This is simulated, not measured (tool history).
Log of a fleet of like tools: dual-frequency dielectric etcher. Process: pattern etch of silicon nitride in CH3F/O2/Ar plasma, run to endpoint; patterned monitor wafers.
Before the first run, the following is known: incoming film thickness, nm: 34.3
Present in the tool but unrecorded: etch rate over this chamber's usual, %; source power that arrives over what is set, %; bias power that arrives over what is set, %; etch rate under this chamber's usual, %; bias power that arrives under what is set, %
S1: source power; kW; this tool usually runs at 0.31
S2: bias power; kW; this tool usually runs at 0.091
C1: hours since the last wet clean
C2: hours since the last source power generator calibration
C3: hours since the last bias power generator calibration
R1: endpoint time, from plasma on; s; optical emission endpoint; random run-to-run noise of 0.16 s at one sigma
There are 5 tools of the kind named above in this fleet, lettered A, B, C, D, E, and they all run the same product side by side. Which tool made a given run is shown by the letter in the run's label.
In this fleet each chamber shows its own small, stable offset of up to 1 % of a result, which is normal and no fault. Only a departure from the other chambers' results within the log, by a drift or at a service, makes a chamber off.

run,hour,S1,S2,C1,C2,C3,R1
1C,4.4,0.31,0.091,208,2186.7,1040.1,50.227
2E,8.8,0.31,0.091,309.8,885.6,2928.3,50.623
3D,16.9,0.31,0.091,132.3,1177.5,970.3,49.67
4B,21.9,0.31,0.091,157.5,155.6,1308.7,50.062
5A,29.6,0.31,0.091,533.6,3035.9,2481.4,50.372
6A,37.8,0.31,0.091,541.8,3044.1,2489.6,50.178
7E,47.2,0.31,0.091,348.2,924,2966.7,50.746
8C,52.4,0.31,0.091,256,2234.7,1088.1,50.561
# hour 53.3: chamber A: wet clean of the chamber
9D,56.6,0.31,0.091,172,1217.2,1010,49.652
10B,61,0.31,0.091,196.6,194.7,1347.8,49.635
11E,68.2,0.31,0.091,369.2,945,2987.7,50.345
12A,75.8,0.31,0.091,22.5,3082.1,2527.6,50.351
13D,82.9,0.31,0.091,198.3,1243.5,1036.3,50.042
14B,87.7,0.31,0.091,223.3,221.4,1374.5,50.107
15C,94.5,0.31,0.091,298.1,2276.8,1130.2,50.24
16D,98.8,0.31,0.091,214.2,1259.4,1052.2,49.813
17B,104.2,0.31,0.091,239.8,237.9,1391,49.939
18C,109.6,0.31,0.091,313.2,2291.9,1145.3,50.172
# hour 111.9: chamber C: wet clean of the chamber
19E,115.9,0.31,0.091,416.9,992.7,3035.4,50.292
# hour 121.1: chamber E: wet clean of the chamber
20A,123.9,0.31,0.091,70.6,3130.2,2575.7,50.491
21B,131.7,0.31,0.091,267.3,265.4,1418.5,49.967
22A,140.6,0.31,0.091,87.3,3146.9,2592.4,50.143
23C,145,0.29,0.112,33.2,2327.3,1180.7,47.605
24E,152.5,0.29,0.112,31.4,1029.3,3072,47.689
25D,156.9,0.29,0.112,272.3,1317.5,1110.3,47.246
26A,166.2,0.29,0.112,112.9,3172.5,2618,47.764
27C,174.2,0.29,0.112,62.4,2356.5,1209.9,47.607
28D,182.6,0.31,0.076,298,1343.2,1136,53.142
29E,187.5,0.31,0.076,66.4,1064.3,3107,53.91
30B,196,0.31,0.076,331.6,329.7,1482.8,53.349
31E,200.4,0.31,0.076,79.3,1077.2,3119.9,53.829
32B,209.7,0.31,0.076,345.3,343.4,1496.5,53.388

Decide between three cases: one chamber stands off from its peers, the gauge reading all wafers drifts, or nothing is wrong past each chamber's small offset. Where a chamber is off, say which and what most likely put it there.

Neither any chamber nor the gauge drifts; the chambers differ only by their own small, steady offsets.

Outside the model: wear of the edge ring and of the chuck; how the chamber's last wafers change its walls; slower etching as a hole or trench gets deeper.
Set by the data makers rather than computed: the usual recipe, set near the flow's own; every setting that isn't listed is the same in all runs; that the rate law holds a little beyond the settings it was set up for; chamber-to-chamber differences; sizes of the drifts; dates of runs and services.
